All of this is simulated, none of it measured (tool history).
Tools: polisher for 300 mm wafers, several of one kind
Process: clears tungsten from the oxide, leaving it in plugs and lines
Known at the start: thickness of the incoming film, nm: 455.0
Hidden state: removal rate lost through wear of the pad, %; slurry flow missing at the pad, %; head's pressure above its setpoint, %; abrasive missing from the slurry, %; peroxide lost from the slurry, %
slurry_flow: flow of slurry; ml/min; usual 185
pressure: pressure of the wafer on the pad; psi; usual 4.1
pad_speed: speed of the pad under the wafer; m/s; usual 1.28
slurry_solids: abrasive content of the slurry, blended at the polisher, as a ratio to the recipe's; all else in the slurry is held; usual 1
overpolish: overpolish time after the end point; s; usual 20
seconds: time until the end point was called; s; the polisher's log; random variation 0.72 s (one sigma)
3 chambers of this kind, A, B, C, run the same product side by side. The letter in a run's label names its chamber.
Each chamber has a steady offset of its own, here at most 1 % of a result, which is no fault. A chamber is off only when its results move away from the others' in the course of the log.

run   hour  slurry_flow  pressure  pad_speed  slurry_solids  overpolish  wafers polished on this pad  hours since the slurry nozzle was cleaned  hours since the head pressure was calibrated  hours since the slurry blender was calibrated  hours since the slurry got fresh peroxide  seconds
 1B    8.2          185       4.1       1.28              1          20                          722                                      267.1                                        1237.3                                          377.1                                      116.1   71.576
       8.4  -- chamber C: worn pad replaced by a new one
      13.1  -- chamber B: slurry tank refilled with fresh slurry and peroxide
 2C   17.6          185       4.1       1.28              1          20                          100                                      394.8                                         845.2                                          115.1                                       22.3   72.092
      24.7  -- chamber A: worn pad replaced by a new one
 3A   24.9          185       4.1       1.28              1          20                            2                                       44.8                                         523.8                                          311.9                                       78.1   72.624
 4C   30.2          185       4.1       1.28              1          20                          237                                      407.4                                         857.8                                          127.7                                       34.9   71.513
 5A   38.8          185       4.1       1.28              1          20                          153                                       58.7                                         537.7                                          325.8                                         92   73.103
 6B   46.5          185       4.1       1.28              1          20                         1138                                      305.4                                        1275.6                                          415.4                                       33.4   72.854
      51.7  -- chamber B: worn pad replaced by a new one
 7A     53          185       4.1       1.64              1          11                          308                                       72.9                                         551.9                                            340                                      106.2   57.416
      57.9  -- chamber B: slurry blender recalibrated
 8B   62.5          185       4.1       1.64              1          11                          117                                      321.4                                        1291.6                                            4.7                                       49.4   55.449
      63.4  -- chamber C: worn pad replaced by a new one
 9C   71.8          185       4.1       1.64              1          11                           92                                        449                                         899.4                                          169.3                                       76.5   56.719
      72.8  -- chamber A: worn pad replaced by a new one
      72.8  -- chamber A: slurry tank refilled with fresh slurry and peroxide
      73.8  -- chamber C: head pressure recalibrated
      77.2  -- chamber C: slurry tank refilled with fresh slurry and peroxide
      78.1  -- chamber C: slurry nozzle cleaned
10A   80.6          185       4.1       1.28              1          20                           85                                      100.5                                         579.5                                          367.6                                        7.9   73.442
11B   88.8          185       4.1       1.28              1          20                          403                                      347.7                                        1317.9                                             31                                       75.7    71.79
12C   93.3          185       4.1       1.28              1          20                          325                                       15.2                                          19.5                                          190.8                                       16.2   67.471
       101  -- chamber B: head pressure recalibrated
13C  102.9          185       4.1       1.28              1          20                          430                                       24.8                                          29.1                                          200.4                                       25.8   68.868
       111  -- chamber C: slurry blender recalibrated
     111.4  -- chamber A: slurry blender recalibrated
14B  111.7          185       4.1       1.28              1          20                          652                                      370.6                                          10.7                                           53.9                                       98.6   71.547
       115  -- chamber B: slurry nozzle cleaned
15A  121.3          185       4.1       1.28              1          20                          527                                      141.2                                         620.2                                            9.9                                       48.6   72.308
     125.1  -- chamber C: worn pad replaced by a new one
     129.4  -- chamber A: worn pad replaced by a new one
16A    130          185       4.1       1.28              1          20                            6                                      149.9                                         628.9                                           18.6                                       57.3   71.572
17B  136.2          185       4.1       1.28              1          20                          918                                       21.3                                          35.2                                           78.4                                      123.1   72.963
18C  141.4          185       4.1       0.94              1          20                          177                                       63.3                                          67.6                                           30.4                                       64.3   94.249
     147.4  -- chamber B: worn pad replaced by a new one
19A  149.2          185       4.1       0.94              1          20                          215                                      169.1                                         648.1                                           37.8                                       76.5   98.852
20B    155          185       4.1       0.94              1          20                           83                                       40.1                                            54                                           97.2                                      141.9    98.47
21C  161.3          185       4.1       1.28              1          20                          393                                       83.2                                          87.5                                           50.3                                       84.2   68.332
     163.7  -- chamber B: slurry tank refilled with fresh slurry and peroxide
     166.1  -- chamber C: slurry tank refilled with fresh slurry and peroxide
22A    167          185       4.1       1.28              1          20                          409                                      186.9                                         665.9                                           55.6                                       94.3   73.152
23C  173.1          185       4.1       0.88              1          12                          521                                         95                                          99.3                                           62.1                                        7.1   99.259
24B  181.1          185       4.1       0.88              1          12                          367                                       66.2                                          80.1                                          123.3                                       17.4    107.1
     183.8  -- chamber C: worn pad replaced by a new one
     186.9  -- chamber A: worn pad replaced by a new one
25C  188.3          185       4.1       0.88              1          12                           49                                      110.2                                         114.5                                           77.3                                       22.3   97.226
26A  194.4          185       4.1       1.28              1          20                           82                                      214.3                                         693.3                                             83                                      121.7   71.685
27B  200.9          155       4.1       1.28              1          20                          582                                         86                                          99.9                                          143.1                                       37.2    75.42
       203  -- chamber A: slurry tank refilled with fresh slurry and peroxide
28B  205.8          155       4.1       1.28              1          20                          635                                       90.9                                         104.8                                            148                                       42.1   73.971
29C  212.9          155       4.1       1.28              1          20                          317                                      134.8                                         139.1                                          101.9                                       46.9   72.444
30A  222.3          185       4.1       1.28              1          20                          385                                      242.2                                         721.2                                          110.9                                       19.4   73.408
31C  229.6          185       4.1       1.28              1          20                          498                                      151.5                                         155.8                                          118.6                                       63.6   69.659
32B  235.7          185       4.1       1.28              1          20                          960                                      120.8                                         134.7                                          177.9                                         72   72.553

All 3 chambers run these settings next. Forecast each chamber's results:
33A  242.7          185       4.1       1.28              1          15                                                                                                                                                                                                                        ?
33B  242.7          185       4.1       1.28              1          15                                                                                                                                                                                                                        ?
33C  242.7          185       4.1       1.28              1          15                                                                                                                                                                                                                        ?

run  seconds
33A   73.433
33B   73.118
33C   69.657
